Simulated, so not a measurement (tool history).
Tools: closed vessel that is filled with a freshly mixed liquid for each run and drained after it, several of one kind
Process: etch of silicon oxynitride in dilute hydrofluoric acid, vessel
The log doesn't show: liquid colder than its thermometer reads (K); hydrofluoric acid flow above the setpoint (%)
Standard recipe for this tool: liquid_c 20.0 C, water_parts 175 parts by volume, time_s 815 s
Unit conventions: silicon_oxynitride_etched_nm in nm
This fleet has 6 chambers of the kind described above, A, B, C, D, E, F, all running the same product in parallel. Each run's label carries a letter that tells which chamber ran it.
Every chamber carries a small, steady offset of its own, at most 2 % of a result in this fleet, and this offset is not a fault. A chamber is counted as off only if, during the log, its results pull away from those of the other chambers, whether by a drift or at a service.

run,day,liquid_c,water_parts,time_s,hours since the thermometer was replaced,hours since the hydrofluoric acid flow meter was replaced,"read-back film thickness of the silicon oxynitride reference wafer, read on the same gauge (nm)",silicon_oxynitride_etched_nm
1E,0.129,20.0,175,815,26.6,1222.7,110.00,6.2964
2C,0.279,20.0,175,815,317.6,126.2,110.00,6.1889
3B,0.408,20.0,175,815,422.6,1096.2,109.97,6.3039
4A,0.629,20.0,175,815,1972.7,1015.8,110.01,6.1358
5D,0.825,17.0,175,1080,910.0,191.4,109.99,7.0690
6F,0.983,17.0,175,1080,2143.5,663.8,109.99,7.2410
7F,1.092,17.0,175,1080,2146.1,666.4,109.99,7.1249
8A,1.275,17.0,175,1080,1988.2,1031.3,110.03,6.9224
9B,1.425,17.0,175,1080,447.0,1120.6,110.01,7.0729
10E,1.562,17.0,175,1080,61.0,1257.1,109.99,7.1346
11C,1.704,20.0,175,815,351.8,160.4,110.01,6.1371
12D,1.946,18.0,175,550,936.9,218.3,110.00,3.8480
13D,2.179,18.0,175,550,942.5,223.9,110.00,3.8091
14B,2.396,18.0,175,550,470.3,1143.9,110.00,3.7547
15C,2.512,18.0,175,550,371.2,179.8,109.99,3.7564
16F,2.658,18.0,175,550,2183.7,704.0,110.00,3.8203
17E,2.858,18.0,175,550,92.1,1288.2,110.01,3.8553
18A,3.083,20.0,175,815,2031.6,1074.7,110.00,6.1176
19B,3.229,20.0,175,815,490.3,1163.9,110.01,6.1751
20E,3.446,20.0,175,815,106.2,1302.3,110.00,6.2392
21D,3.638,20.0,175,815,977.5,258.9,109.99,6.1940
22A,3.754,20.0,175,815,2047.7,1090.8,109.98,6.0868
23F,3.946,20.0,175,815,2214.6,734.9,109.99,6.3032
24C,4.188,20.0,175,815,411.4,220.0,110.00,6.1219
25A,4.408,20.0,175,815,2063.4,1106.5,109.99,6.1355
26E,4.612,20.0,175,815,134.2,1330.3,110.00,6.1935
27C,4.825,20.0,175,815,426.7,235.3,110.01,6.2018
28F,4.975,20.0,175,990,2239.3,759.6,109.99,7.5369
29D,5.183,20.0,175,990,1014.6,296.0,110.03,7.5454
30B,5.338,20.0,175,990,540.9,1214.5,110.04,7.7642
31E,5.483,20.0,175,990,155.1,1351.2,110.02,7.6325
# day 5.567: chamber F: thermometer replaced
32C,5.733,20.0,175,990,448.5,257.1,110.00,7.5587
33F,5.933,20.0,175,990,8.9,782.6,110.01,7.5662
34D,6.054,20.0,175,815,1035.5,316.9,110.00,6.1151
35B,6.221,20.0,175,815,562.1,1235.7,109.99,6.4757
36A,6.350,20.0,215,815,2110.0,1153.1,110.00,4.8155
37A,6.462,20.0,215,815,2112.7,1155.8,110.01,4.8038
38F,6.608,20.0,215,815,25.1,798.8,109.99,4.9502

All chambers now run identical settings, listed one chamber a line with results as question marks. What results will each chamber show?
39A,6.788,24.5,175,815,,,,?
39B,6.788,24.5,175,815,,,,?
39C,6.788,24.5,175,815,,,,?
39D,6.788,24.5,175,815,,,,?
39E,6.788,24.5,175,815,,,,?
39F,6.788,24.5,175,815,,,,?

run,silicon_oxynitride_etched_nm
39A,7.5527
39B,8.1922
39C,7.5437
39D,7.5627
39E,7.7881
39F,7.6546
